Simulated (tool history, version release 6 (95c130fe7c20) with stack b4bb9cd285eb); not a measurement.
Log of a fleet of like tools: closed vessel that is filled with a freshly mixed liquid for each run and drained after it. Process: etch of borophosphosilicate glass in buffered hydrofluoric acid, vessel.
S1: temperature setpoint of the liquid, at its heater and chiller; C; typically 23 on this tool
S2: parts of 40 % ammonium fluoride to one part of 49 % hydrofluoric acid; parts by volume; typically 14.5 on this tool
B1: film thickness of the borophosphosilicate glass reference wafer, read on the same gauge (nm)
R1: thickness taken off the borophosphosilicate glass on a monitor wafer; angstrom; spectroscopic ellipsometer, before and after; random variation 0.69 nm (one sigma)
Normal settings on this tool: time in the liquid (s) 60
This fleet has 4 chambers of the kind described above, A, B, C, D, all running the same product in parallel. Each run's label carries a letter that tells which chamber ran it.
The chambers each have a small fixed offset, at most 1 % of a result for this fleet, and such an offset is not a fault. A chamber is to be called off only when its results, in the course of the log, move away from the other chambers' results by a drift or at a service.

{"run": "1A", "hour": 3.9, "S1": 23, "S2": 14.5, "time in the liquid (s)": 60, "B1": 29.962, "R1": 997.68}
{"run": "2D", "hour": 7.5, "S1": 23, "S2": 14.5, "time in the liquid (s)": 60, "B1": 30.004, "R1": 999.88}
{"run": "3B", "hour": 11.4, "S1": 23, "S2": 14.5, "time in the liquid (s)": 60, "B1": 30.004, "R1": 1008.8}
{"run": "4C", "hour": 14.6, "S1": 23, "S2": 14.5, "time in the liquid (s)": 60, "B1": 29.996, "R1": 1002.9}
{"run": "5D", "hour": 18.5, "S1": 23, "S2": 14.5, "time in the liquid (s)": 60, "B1": 29.969, "R1": 1004.7}
{"run": "6A", "hour": 20.7, "S1": 23, "S2": 14.5, "time in the liquid (s)": 60, "B1": 30.014, "R1": 1001.3}
{"run": "7B", "hour": 24.1, "S1": 23, "S2": 14.5, "time in the liquid (s)": 60, "B1": 30.001, "R1": 1007.5}
{"run": "8C", "hour": 26.8, "S1": 23, "S2": 14.5, "time in the liquid (s)": 60, "B1": 29.987, "R1": 1015.9}
{"run": "9A", "hour": 30.5, "S1": 23, "S2": 14.5, "time in the liquid (s)": 60, "B1": 30.022, "R1": 1002.2}
{"run": "10B", "hour": 33.0, "S1": 19, "S2": 14.5, "time in the liquid (s)": 30, "B1": 30.0, "R1": 401.18}
{"run": "11C", "hour": 36.0, "S1": 19, "S2": 14.5, "time in the liquid (s)": 30, "B1": 29.996, "R1": 404.6}
{"run": "12D", "hour": 39.5, "S1": 19, "S2": 14.5, "time in the liquid (s)": 30, "B1": 30.019, "R1": 405.77}
{"run": "13D", "hour": 41.6, "S1": 19, "S2": 14.5, "time in the liquid (s)": 30, "B1": 29.967, "R1": 402.36}
{"run": "14B", "hour": 45.4, "S1": 23, "S2": 14.5, "time in the liquid (s)": 60, "B1": 29.977, "R1": 1013.5}
{"run": "15A", "hour": 50.0, "S1": 23, "S2": 16.5, "time in the liquid (s)": 60, "B1": 30.017, "R1": 876.96}
{"run": "16C", "hour": 53.5, "S1": 23, "S2": 16.5, "time in the liquid (s)": 60, "B1": 30.002, "R1": 890.3}
{"run": "17D", "hour": 56.2, "S1": 23, "S2": 16.5, "time in the liquid (s)": 60, "B1": 30.016, "R1": 879.67}
{"run": "18A", "hour": 59.4, "S1": 23, "S2": 16.5, "time in the liquid (s)": 60, "B1": 30.026, "R1": 875.09}
{"run": "19C", "hour": 63.5, "S1": 23, "S2": 14.5, "time in the liquid (s)": 60, "B1": 29.971, "R1": 1004.6}
{"run": "20B", "hour": 67.5, "S1": 23, "S2": 14.5, "time in the liquid (s)": 60, "B1": 29.964, "R1": 1001.3}
{"run": "21B", "hour": 72.0, "S1": 23, "S2": 14.5, "time in the liquid (s)": 60, "B1": 29.968, "R1": 1004.7}
{"run": "22A", "hour": 76.0, "S1": 23, "S2": 14.5, "time in the liquid (s)": 60, "B1": 30.003, "R1": 998.45}
{"run": "23C", "hour": 78.3, "S1": 19, "S2": 14.5, "time in the liquid (s)": 60, "B1": 30.016, "R1": 803.54}
{"run": "24D", "hour": 80.9, "S1": 19, "S2": 14.5, "time in the liquid (s)": 60, "B1": 30.002, "R1": 796.65}

Decide between three cases: one chamber stands off from its peers, the gauge reading all wafers drifts, or nothing is wrong past each chamber's small offset. Where a chamber is off, say which and what most likely put it there.

The fleet is healthy, with each chamber sitting at its usual small offset and no drift in the gauge.
